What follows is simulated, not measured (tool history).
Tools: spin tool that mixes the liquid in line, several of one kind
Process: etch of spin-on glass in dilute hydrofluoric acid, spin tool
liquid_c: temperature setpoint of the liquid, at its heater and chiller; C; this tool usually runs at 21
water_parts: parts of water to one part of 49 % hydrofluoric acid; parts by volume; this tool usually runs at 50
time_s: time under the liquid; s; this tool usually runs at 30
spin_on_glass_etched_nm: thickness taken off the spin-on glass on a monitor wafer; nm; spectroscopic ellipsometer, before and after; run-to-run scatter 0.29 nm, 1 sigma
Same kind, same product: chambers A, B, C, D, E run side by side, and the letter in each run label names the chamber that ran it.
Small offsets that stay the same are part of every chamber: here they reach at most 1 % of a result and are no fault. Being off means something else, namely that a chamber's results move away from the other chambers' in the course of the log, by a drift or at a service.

run	hour	liquid_c	water_parts	time_s	hours since the thermometer was replaced	hours since the hydrofluoric acid flow meter was replaced	read-back film thickness of the spin-on glass reference wafer, read on the same gauge (nm)	spin_on_glass_etched_nm
1D	10.7	21	50	30	993	1346.5	70.044	29.483
2A	18.7	21	50	30	527.7	655.1	70.036	29.935
3C	25.2	21	50	30	684.4	517.2	69.949	29.243
4B	30.7	21	50	30	517.9	431.1	70.046	29.302
5E	39.1	21	50	30	2226.5	1201.5	70.018	28.765
6E	51.2	21	50	30	2238.6	1213.6	70.014	28.623
7A	59.6	21	50	30	568.6	696	70.026	28.874
8B	68.7	21	50	30	555.9	469.1	69.974	29.104
9C	79.3	21	50	30	738.5	571.3	69.978	29.316
10D	85.7	21	50	30	1068	1421.5	70.026	29.441
11C	95.9	21	50	30	755.1	587.9	69.985	29.885
12E	101.3	21	50	30	2288.7	1263.7	70.015	29.027
# hour 102.3: chamber B: hydrofluoric acid flow meter replaced
# hour 103: chamber E: hydrofluoric acid flow meter replaced
13D	112.4	21	50	30	1094.7	1448.2	69.987	29.391
14A	123.5	21	50	30	632.5	759.9	70.037	29.193
15B	130.4	24.5	50	30	617.6	28.1	69.991	34.692
16A	142	24.5	50	30	651	778.4	69.983	33.669
17C	152.7	24.5	50	30	811.9	644.7	69.993	33.856
18B	159	24.5	50	30	646.2	56.7	69.995	34.099
19D	171.4	24.5	50	30	1153.7	1507.2	70.029	34.578
# hour 172.8: chamber D: hydrofluoric acid flow meter replaced
20E	182.1	21	50	30	2369.5	79.2	69.983	29.471
# hour 192: chamber C: hydrofluoric acid flow meter replaced
21B	192.7	21	50	30	679.9	90.4	70.052	29.132
22C	200.9	21	50	30	860.1	9	70.011	29.461
23E	212.7	21	50	30	2400.1	109.8	70.019	29.021
24A	221.2	19	50	15	730.2	857.6	70.026	13.637
25D	233.2	19	50	15	1215.5	60.5	69.986	13.515
26C	244.8	19	50	15	904	52.9	70.05	13.491
27B	251.4	19	50	15	738.6	149.1	70.07	13.512
28A	259	19	50	15	768	895.4	70.015	13.625
29E	269	21	50	30	2456.4	166.1	69.933	28.614
30D	274.7	21	50	30	1257	102	69.958	29.473
31B	282.6	21	50	30	769.8	180.3	70.014	29.416
32A	289.6	21	75	20	798.6	926	69.982	12.497
33E	298.3	21	75	20	2485.7	195.4	69.996	12.582

Does one chamber stand apart from the rest, does the shared gauge drift, or is all well apart from small per-chamber offsets? Give the chamber and the most likely cause, where there is one.

No chamber is off and the gauge is stable; the differences are just each chamber's small, constant offset.
